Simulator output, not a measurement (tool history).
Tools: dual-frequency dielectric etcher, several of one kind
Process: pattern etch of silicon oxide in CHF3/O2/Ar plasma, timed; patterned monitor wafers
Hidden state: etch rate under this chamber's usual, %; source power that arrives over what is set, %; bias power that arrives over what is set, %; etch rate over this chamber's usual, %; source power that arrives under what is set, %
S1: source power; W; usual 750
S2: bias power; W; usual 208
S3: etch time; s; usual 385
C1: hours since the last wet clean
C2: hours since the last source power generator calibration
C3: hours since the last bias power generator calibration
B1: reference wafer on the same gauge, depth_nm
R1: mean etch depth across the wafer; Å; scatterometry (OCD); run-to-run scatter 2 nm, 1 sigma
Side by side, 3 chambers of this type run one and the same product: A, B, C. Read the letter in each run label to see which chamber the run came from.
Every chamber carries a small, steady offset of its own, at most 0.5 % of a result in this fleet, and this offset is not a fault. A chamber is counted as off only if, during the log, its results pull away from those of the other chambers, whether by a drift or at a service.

Run 1A, day 0.300: usual settings; C1 211.3; C2 905.8; C3 2885.7; B1 754.80. Result: R1 8754.2 Å.
Run 2B, day 0.504: usual settings; C1 354.4; C2 1379.4; C3 2714.7; B1 755.11. Result: R1 8666.9 Å.
Run 3C, day 0.817: usual settings; C1 482.1; C2 1141.3; C3 1821.9; B1 754.78. Result: R1 8669.3 Å.
Run 4C, day 1.058: usual settings; C1 487.9; C2 1147.1; C3 1827.7; B1 754.84. Result: R1 8696.8 Å.
Run 5A, day 1.408: usual settings; C1 237.9; C2 932.4; C3 2912.3; B1 755.11. Result: R1 8731.2 Å.
Run 6B, day 1.817: usual settings; C1 385.9; C2 1410.9; C3 2746.2; B1 754.92. Result: R1 8696.2 Å.
At day 2.062: chamber C: wet clean of the chamber.
Run 7A, day 2.242: usual settings; C1 257.9; C2 952.4; C3 2932.3; B1 755.09. Result: R1 8654.0 Å.
Run 8C, day 2.575: usual settings but S1 620 W, S3 487 s; C1 12.4; C2 1183.5; C3 1864.1; B1 755.11. Result: R1 10259.0 Å.
Run 9B, day 2.792: usual settings but S1 620 W, S3 487 s; C1 409.3; C2 1434.3; C3 2769.6; B1 754.95. Result: R1 10216.0 Å.
Run 10B, day 3.046: usual settings but S1 620 W, S3 487 s; C1 415.4; C2 1440.4; C3 2775.7; B1 754.81. Result: R1 10169.0 Å.
At day 3.088: chamber B: wet clean of the chamber.
Run 11C, day 3.375: usual settings; C1 31.6; C2 1202.7; C3 1883.3; B1 754.67. Result: R1 8657.4 Å.
Run 12A, day 3.588: usual settings; C1 290.2; C2 984.7; C3 2964.6; B1 754.73. Result: R1 8638.6 Å.
Run 13C, day 3.783: usual settings; C1 41.4; C2 1212.5; C3 1893.1; B1 755.19. Result: R1 8649.5 Å.
Run 14B, day 4.000: usual settings but S1 890 W, S3 477 s; C1 22.0; C2 1463.3; C3 2798.6; B1 755.10. Result: R1 11471.0 Å.
Run 15A, day 4.400: usual settings but S1 890 W, S3 477 s; C1 309.7; C2 1004.2; C3 2984.1; B1 755.14. Result: R1 11373.0 Å.
Run 16C, day 4.754: usual settings but S1 890 W, S3 477 s; C1 64.7; C2 1235.8; C3 1916.4; B1 755.38. Result: R1 11442.0 Å.
Run 17B, day 5.129: usual settings but S1 820 W, S2 247 W; C1 49.1; C2 1490.4; C3 2825.7; B1 755.06. Result: R1 9521.3 Å.
Run 18A, day 5.325: usual settings but S1 820 W, S2 247 W; C1 331.9; C2 1026.4; C3 3006.3; B1 754.77. Result: R1 9440.4 Å.
Run 19C, day 5.646: usual settings but S1 820 W, S2 247 W; C1 86.1; C2 1257.2; C3 1937.8; B1 754.71. Result: R1 9489.9 Å.
Run 20A, day 5.954: usual settings; C1 347.0; C2 1041.5; C3 3021.4; B1 754.56. Result: R1 8598.8 Å.
Run 21B, day 6.183: usual settings; C1 74.4; C2 1515.7; C3 2851.0; B1 755.03. Result: R1 8671.0 Å.
Run 22C, day 6.538: usual settings but S2 167 W, S3 456 s; C1 107.5; C2 1278.6; C3 1959.2; B1 754.72. Result: R1 9582.3 Å.
Run 23A, day 6.946: usual settings but S2 167 W, S3 456 s; C1 370.8; C2 1065.3; C3 3045.2; B1 754.70. Result: R1 9396.9 Å.
Run 24B, day 7.300: usual settings but S2 167 W, S3 456 s; C1 101.2; C2 1542.5; C3 2877.8; B1 755.14. Result: R1 9533.6 Å.
Run 25C, day 7.612: usual settings; C1 133.3; C2 1304.4; C3 1985.0; B1 754.44. Result: R1 8688.6 Å.
Run 26B, day 7.904: usual settings; C1 115.7; C2 1557.0; C3 2892.3; B1 754.96. Result: R1 8652.9 Å.

Next, all 3 chambers run the settings below, one line each with question marks for the results. What does each chamber give?
Run 27A, day 8.208: usual settings but S1 690 W. Result: R1 ?.
Run 27B, day 8.208: usual settings but S1 690 W. Result: R1 ?.
Run 27C, day 8.208: usual settings but S1 690 W. Result: R1 ?.

run      R1
27A  8235.3
27B  8390.6
27C  8434.9

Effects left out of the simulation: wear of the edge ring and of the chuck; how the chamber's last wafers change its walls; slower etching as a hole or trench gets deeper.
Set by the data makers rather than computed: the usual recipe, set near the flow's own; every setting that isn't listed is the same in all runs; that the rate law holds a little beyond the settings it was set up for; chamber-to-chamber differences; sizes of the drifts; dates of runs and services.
